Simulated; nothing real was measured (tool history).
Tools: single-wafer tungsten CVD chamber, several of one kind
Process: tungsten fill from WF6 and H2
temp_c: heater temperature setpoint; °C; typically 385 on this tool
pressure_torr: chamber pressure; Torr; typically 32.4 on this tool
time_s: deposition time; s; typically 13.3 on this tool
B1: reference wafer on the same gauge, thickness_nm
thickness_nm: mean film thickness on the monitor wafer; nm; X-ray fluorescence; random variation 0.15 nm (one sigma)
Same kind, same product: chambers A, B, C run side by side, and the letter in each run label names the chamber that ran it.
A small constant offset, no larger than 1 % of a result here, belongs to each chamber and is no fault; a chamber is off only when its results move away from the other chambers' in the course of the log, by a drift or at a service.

Run 1C, hour 6.2: usual settings; B1 26.720. Result: thickness_nm 29.987 nm.
Run 2A, hour 10.0: usual settings; B1 26.677. Result: thickness_nm 30.029 nm.
Run 3B, hour 14.1: usual settings; B1 26.709. Result: thickness_nm 29.441 nm.
Run 4A, hour 19.8: usual settings; B1 26.730. Result: thickness_nm 30.284 nm.
Run 5B, hour 23.7: usual settings; B1 26.711. Result: thickness_nm 29.765 nm.
Run 6C, hour 30.1: usual settings; B1 26.695. Result: thickness_nm 30.042 nm.
Run 7A, hour 35.6: usual settings but time_s 11.9 s; B1 26.698. Result: thickness_nm 27.078 nm.
Run 8C, hour 39.4: usual settings but time_s 11.9 s; B1 26.718. Result: thickness_nm 26.778 nm.
Run 9B, hour 44.1: usual settings but time_s 11.9 s; B1 26.710. Result: thickness_nm 26.457 nm.
Run 10B, hour 47.8: usual settings; B1 26.705. Result: thickness_nm 29.654 nm.
Run 11C, hour 54.0: usual settings but pressure_torr 26.9 Torr, time_s 12.1 s; B1 26.713. Result: thickness_nm 24.894 nm.
Run 12A, hour 60.4: usual settings but pressure_torr 26.9 Torr, time_s 12.1 s; B1 26.700. Result: thickness_nm 25.039 nm.
Run 13A, hour 63.2: usual settings but pressure_torr 26.9 Torr, time_s 12.1 s; B1 26.694. Result: thickness_nm 25.410 nm.
Run 14B, hour 67.6: usual settings; B1 26.688. Result: thickness_nm 29.761 nm.
Run 15C, hour 72.5: usual settings; B1 26.684. Result: thickness_nm 30.144 nm.
Run 16C, hour 77.6: usual settings; B1 26.713. Result: thickness_nm 30.064 nm.
Run 17A, hour 83.1: usual settings; B1 26.697. Result: thickness_nm 30.148 nm.
Run 18B, hour 88.0: usual settings; B1 26.710. Result: thickness_nm 29.563 nm.
Run 19A, hour 91.7: usual settings; B1 26.686. Result: thickness_nm 30.289 nm.
Run 20B, hour 97.0: usual settings; B1 26.722. Result: thickness_nm 29.375 nm.
Run 21C, hour 100.4: usual settings; B1 26.721. Result: thickness_nm 30.136 nm.
Run 22B, hour 106.8: usual settings but temp_c 375 °C, pressure_torr 26.2 Torr; B1 26.698. Result: thickness_nm 21.565 nm.
Run 23C, hour 111.5: usual settings but temp_c 375 °C, pressure_torr 26.2 Torr; B1 26.712. Result: thickness_nm 22.102 nm.
Run 24A, hour 116.7: usual settings but temp_c 375 °C, pressure_torr 26.2 Torr; B1 26.700. Result: thickness_nm 22.277 nm.
Run 25A, hour 122.1: usual settings; B1 26.742. Result: thickness_nm 30.064 nm.
Run 26C, hour 127.5: usual settings; B1 26.692. Result: thickness_nm 30.137 nm.
Run 27B, hour 133.5: usual settings; B1 26.701. Result: thickness_nm 29.046 nm.
Run 28C, hour 138.2: usual settings; B1 26.710. Result: thickness_nm 30.173 nm.
Run 29B, hour 143.3: usual settings; B1 26.684. Result: thickness_nm 29.121 nm.
Run 30A, hour 148.1: usual settings but time_s 15.7 s; B1 26.725. Result: thickness_nm 35.707 nm.
Run 31C, hour 154.2: usual settings but time_s 15.7 s; B1 26.698. Result: thickness_nm 35.174 nm.
Run 32B, hour 158.2: usual settings but time_s 15.7 s; B1 26.708. Result: thickness_nm 34.404 nm.
Run 33A, hour 164.1: usual settings; B1 26.730. Result: thickness_nm 30.149 nm.
Run 34C, hour 170.0: usual settings; B1 26.696. Result: thickness_nm 29.865 nm.
Run 35A, hour 175.1: usual settings; B1 26.720. Result: thickness_nm 30.152 nm.
At hour 177.3: chamber A: thermocouple changed; heater temperature recalibrated.
Run 36B, hour 179.1: usual settings; B1 26.688. Result: thickness_nm 29.090 nm.
Run 37A, hour 182.1: usual settings; B1 26.713. Result: thickness_nm 29.931 nm.
Run 38B, hour 187.3: usual settings but temp_c 392 °C, time_s 11.7 s; B1 26.690. Result: thickness_nm 29.208 nm.
Run 39C, hour 191.8: usual settings but temp_c 392 °C, time_s 11.7 s; B1 26.711. Result: thickness_nm 30.275 nm.
Run 40A, hour 194.7: usual settings but temp_c 392 °C, time_s 11.7 s; B1 26.716. Result: thickness_nm 30.329 nm.

Decide between three cases: one chamber stands off from its peers, the gauge reading all wafers drifts, or nothing is wrong past each chamber's small offset. Where a chamber is off, say which and what most likely put it there.

One chamber, B, drifts off from the rest bit by bit.
Most likely cause: true pressure below the setpoint (%) = 6.22.
The log may not separate it from: wafer temperature below the value expected at the setpoint (K).

Below are 4 candidate recipes for chamber B's next run, each the usual settings with a change, their results shown as question marks. Which of them brings B's results back in line with what the other chambers give on the usual settings?
To be in line, a result may differ from the other chambers' mean on the usual settings by at most: thickness_nm 0.510 nm
Run 41B-1, hour 199.3: usual settings but pressure_torr 33.1 Torr, time_s 13.7 s. Result: thickness_nm ?.
Run 41B-2, hour 199.3: usual settings but pressure_torr 32.3 Torr, time_s 13.2 s. Result: thickness_nm ?.
Run 41B-3, hour 199.3: usual settings but temp_c 384 °C, time_s 13.1 s. Result: thickness_nm ?.
Run 41B-4, hour 199.3: usual settings but pressure_torr 32.5 Torr, time_s 13.4 s. Result: thickness_nm ?.

What the other chambers average on the usual settings: thickness_nm 29.982 nm
  run  thickness_nm
41B-1        29.920
41B-2        28.493
41B-3        27.759
41B-4        29.011
41B-1 is the one that brings the chamber's results back in line with the other chambers.
